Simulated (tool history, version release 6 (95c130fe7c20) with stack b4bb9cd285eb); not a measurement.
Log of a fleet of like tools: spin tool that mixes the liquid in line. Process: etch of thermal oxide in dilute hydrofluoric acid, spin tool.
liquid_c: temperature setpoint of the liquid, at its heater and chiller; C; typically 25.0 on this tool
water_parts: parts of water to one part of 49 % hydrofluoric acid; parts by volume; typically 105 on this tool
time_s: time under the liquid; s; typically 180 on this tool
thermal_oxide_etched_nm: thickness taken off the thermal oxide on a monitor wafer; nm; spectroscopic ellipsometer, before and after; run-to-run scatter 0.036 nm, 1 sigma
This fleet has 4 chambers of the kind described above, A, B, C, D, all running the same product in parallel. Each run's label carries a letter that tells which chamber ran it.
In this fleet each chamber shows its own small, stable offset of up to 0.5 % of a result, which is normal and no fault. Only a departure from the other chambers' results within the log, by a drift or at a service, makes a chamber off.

run     day  liquid_c  water_parts  time_s  read-back film thickness of the thermal oxide reference wafer, read on the same gauge (nm)  thermal_oxide_etched_nm
 1B   0.608      25.0          105     180                                                                                      50.007                   8.3761
 2C   0.967      25.0          105     180                                                                                      49.991                   8.4234
 3A   1.354      25.0          105     180                                                                                      49.979                   8.3622
 4D   1.796      25.0          105     180                                                                                      49.957                   8.3343
 5A   2.317      26.5           70     180                                                                                      50.011                  14.0710
 6B   2.812      26.5           70     180                                                                                      50.020                  13.8770
 7C   3.483      26.5           70     180                                                                                      49.962                  14.1130
 8D   3.967      26.5           70     180                                                                                      49.986                  13.8860
 9C   4.300      25.0          105     180                                                                                      50.025                   8.3984
10A   4.908      25.0          105     180                                                                                      49.972                   8.3977
11D   5.454      25.0          105     180                                                                                      50.007                   8.4615
12B   6.067      25.0          105     180                                                                                      49.996                   8.3038
13C   6.383      25.0          105     180                                                                                      49.988                   8.4271
14A   6.858      25.0          105     180                                                                                      49.974                   8.3645
15B   7.396      25.0          105     180                                                                                      50.016                   8.3687
16D   8.017      25.0          105     180                                                                                      49.993                   8.3652
17A   8.454      27.5          145     180                                                                                      49.998                   6.3005
18B   9.083      27.5          145     180                                                                                      50.036                   6.3152
      9.092  -- chamber C: hydrofluoric acid flow meter replaced
19D   9.675      27.5          145     180                                                                                      50.067                   6.4243
20C  10.342      27.5          145     180                                                                                      50.000                   6.2895
21B  10.838      23.0          140     180                                                                                      49.993                   5.5593
22D  11.192      23.0          140     180                                                                                      49.976                   5.5948
23C  11.733      23.0          140     180                                                                                      49.959                   5.6204
24A  12.229      23.0          140     180                                                                                      49.965                   5.5606
25B  12.558      25.0          105     180                                                                                      50.027                   8.3593
26D  13.221      25.0          105     180                                                                                      50.021                   8.3746
27A  13.596      22.0          105     180                                                                                      49.970                   7.4234
28C  14.062      22.0          105     180                                                                                      50.013                   7.4364
29A  14.721      22.0          105     180                                                                                      49.955                   7.4434
30D  15.012      22.0          105     180                                                                                      50.049                   7.4200
31B  15.421      25.0          105     275                                                                                      50.018                  12.7190
32C  15.983      25.0          105     275                                                                                      49.986                  12.7560
33D  16.292      25.0          105     275                                                                                      49.952                  12.7780
     16.512  -- chamber A: hydrofluoric acid flow meter replaced
34B  16.900      25.0          105     275                                                                                      50.036                  12.6810
35C  17.329      25.0          105     180                                                                                      50.033                   8.3755
36A  17.875      25.0          105     180                                                                                      49.981                   8.3484
37A  18.421      25.0          105     180                                                                                      49.967                   8.3610
38C  18.954      25.0          105     180                                                                                      50.029                   8.3865
39B  19.475      25.0          105     180                                                                                      49.997                   8.2932
40D  19.938      25.0          135     180                                                                                      49.981                   6.3067
41C  20.567      25.0          135     180                                                                                      50.036                   6.2696
42D  20.925      25.0          135     180                                                                                      49.981                   6.3059
43A  21.525      25.0          135     180                                                                                      50.007                   6.2399
44B  22.192      25.0          105     180                                                                                      50.005                   8.3654

Read the log: is a single chamber off, either drifting away or since a service, is the gauge that measures every chamber drifting, or is nothing wrong beyond small per-chamber offsets? Name any odd chamber and what most likely caused it.

Beyond each chamber's small constant offset nothing stands out, and the gauge stays steady.

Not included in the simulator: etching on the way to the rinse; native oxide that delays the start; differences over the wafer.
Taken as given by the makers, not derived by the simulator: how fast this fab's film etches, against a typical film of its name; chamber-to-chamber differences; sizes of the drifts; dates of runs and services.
